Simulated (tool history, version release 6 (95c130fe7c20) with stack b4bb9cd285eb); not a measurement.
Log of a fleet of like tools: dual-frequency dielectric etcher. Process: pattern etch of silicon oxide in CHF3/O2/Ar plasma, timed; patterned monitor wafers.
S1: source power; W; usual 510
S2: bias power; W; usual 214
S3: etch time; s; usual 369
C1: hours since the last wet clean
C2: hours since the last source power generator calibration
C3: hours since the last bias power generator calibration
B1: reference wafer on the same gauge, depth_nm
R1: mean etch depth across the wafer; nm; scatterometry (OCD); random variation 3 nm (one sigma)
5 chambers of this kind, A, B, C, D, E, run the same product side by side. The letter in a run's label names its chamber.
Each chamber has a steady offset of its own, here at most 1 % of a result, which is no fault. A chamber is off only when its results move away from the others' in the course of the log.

run     day   S1   S2     S3     C1      C2      C3      B1      R1
 1A   0.392  510  214    369   53.2  1906.5  1067.2  700.33  723.39
 2B   0.871  510  214    369   37.3     508    2901  701.22  728.63
 3D   1.254  510  214    369  349.4  2150.7  2699.6  700.73   723.6
 4E   1.783  510  214    369  178.7   169.9   301.4  700.64  721.99
 5C   2.262  510  186  424.5  537.1   884.6  1552.9  700.33  794.82
 6C   2.529  510  186  424.5  543.5     891  1559.3  700.82  800.99
 7B   2.962  510  186  424.5   87.5   558.2  2951.2  701.25  801.96
 8D   3.504  510  186  424.5  403.4  2204.7  2753.6   700.8  791.56
 9A   4.054  510  186  424.5  141.1  1994.4  1155.1  701.12  792.74
      4.292  -- chamber C: wet clean of the chamber
10E   4.429  510  247    369  242.2   233.4   364.9  700.26  763.36
11A   4.725  510  247    369  157.2  2010.5  1171.2  701.35  765.45
12E   5.212  510  247    369    261   252.2   383.7  701.05  760.82
13D   5.529  510  247    369    452  2253.3  2802.2  700.68  754.38
14B   6.058  510  247    369  161.8   632.5  3025.5  700.59  765.88
15C   6.562  510  214    369   54.5   987.8  1656.1  700.86  751.29
16D   7.054  510  214    369  488.6  2289.9  2838.8  701.55  724.62
17E   7.383  510  214    369  313.1   304.3   435.8  700.82  725.91
18A   7.738  510  214  297.5  229.5  2082.8  1243.5  700.63  585.74
19B   8.138  510  214  297.5  211.7   682.4  3075.4   701.3  587.32
20C   8.633  510  214  297.5  104.2  1037.5  1705.8  701.53  610.67
21D   8.888  510  214  297.5  532.6  2333.9  2882.8  700.78  579.03
22A     9.3  510  214  297.5    267  2120.3    1281  701.22  585.54
23E   9.721  620  214    473  369.2   360.4   491.9  701.67  1000.7
24C  10.096  620  214    473  139.3  1072.6  1740.9  701.97  1046.9
25B   10.35  620  214    473  264.8   735.5  3128.5  701.13  1005.7
26E  10.879  620  214    473    397   388.2   519.7  701.28  995.63
27A  11.354  620  214    473  316.3  2169.6  1330.3  701.72  1002.8
28B  11.688  510  214    369  296.9   767.6  3160.6  700.89   736.1
29D  12.038  510  214    369  608.2  2409.5  2958.4  701.22  719.17
30C  12.588  390  214    369  199.1  1132.4  1800.7  700.46  684.24
31C  12.921  390  214    369  207.1  1140.4  1808.7  701.02   689.9

Is one chamber off against the others, does the gauge drift, or is nothing wrong? If a chamber is off, say which, and what the likeliest cause is.

A service left chamber C off against the others.
Cause: etch rate over this chamber's usual, % = 4.06.

Here are 4 candidates for chamber C's next run, each the usual settings with a change, their results left as question marks. Which one brings its results back in line with what the others give on the usual settings?
In line means no further than this from the other chambers' mean on the usual settings: R1 10 nm
32C-1  13.333  520  214    392                   ?
32C-2  13.333  510  216  381.5                   ?
32C-3  13.333  500  214  355.5                   ?
32C-4  13.333  500  211    348                   ?

The other chambers' mean on the usual settings: R1 725.54 nm
  run      R1
32C-1  806.95
32C-2  782.21
32C-3  721.18
32C-4  702.49
32C-3 brings the chamber back in line.

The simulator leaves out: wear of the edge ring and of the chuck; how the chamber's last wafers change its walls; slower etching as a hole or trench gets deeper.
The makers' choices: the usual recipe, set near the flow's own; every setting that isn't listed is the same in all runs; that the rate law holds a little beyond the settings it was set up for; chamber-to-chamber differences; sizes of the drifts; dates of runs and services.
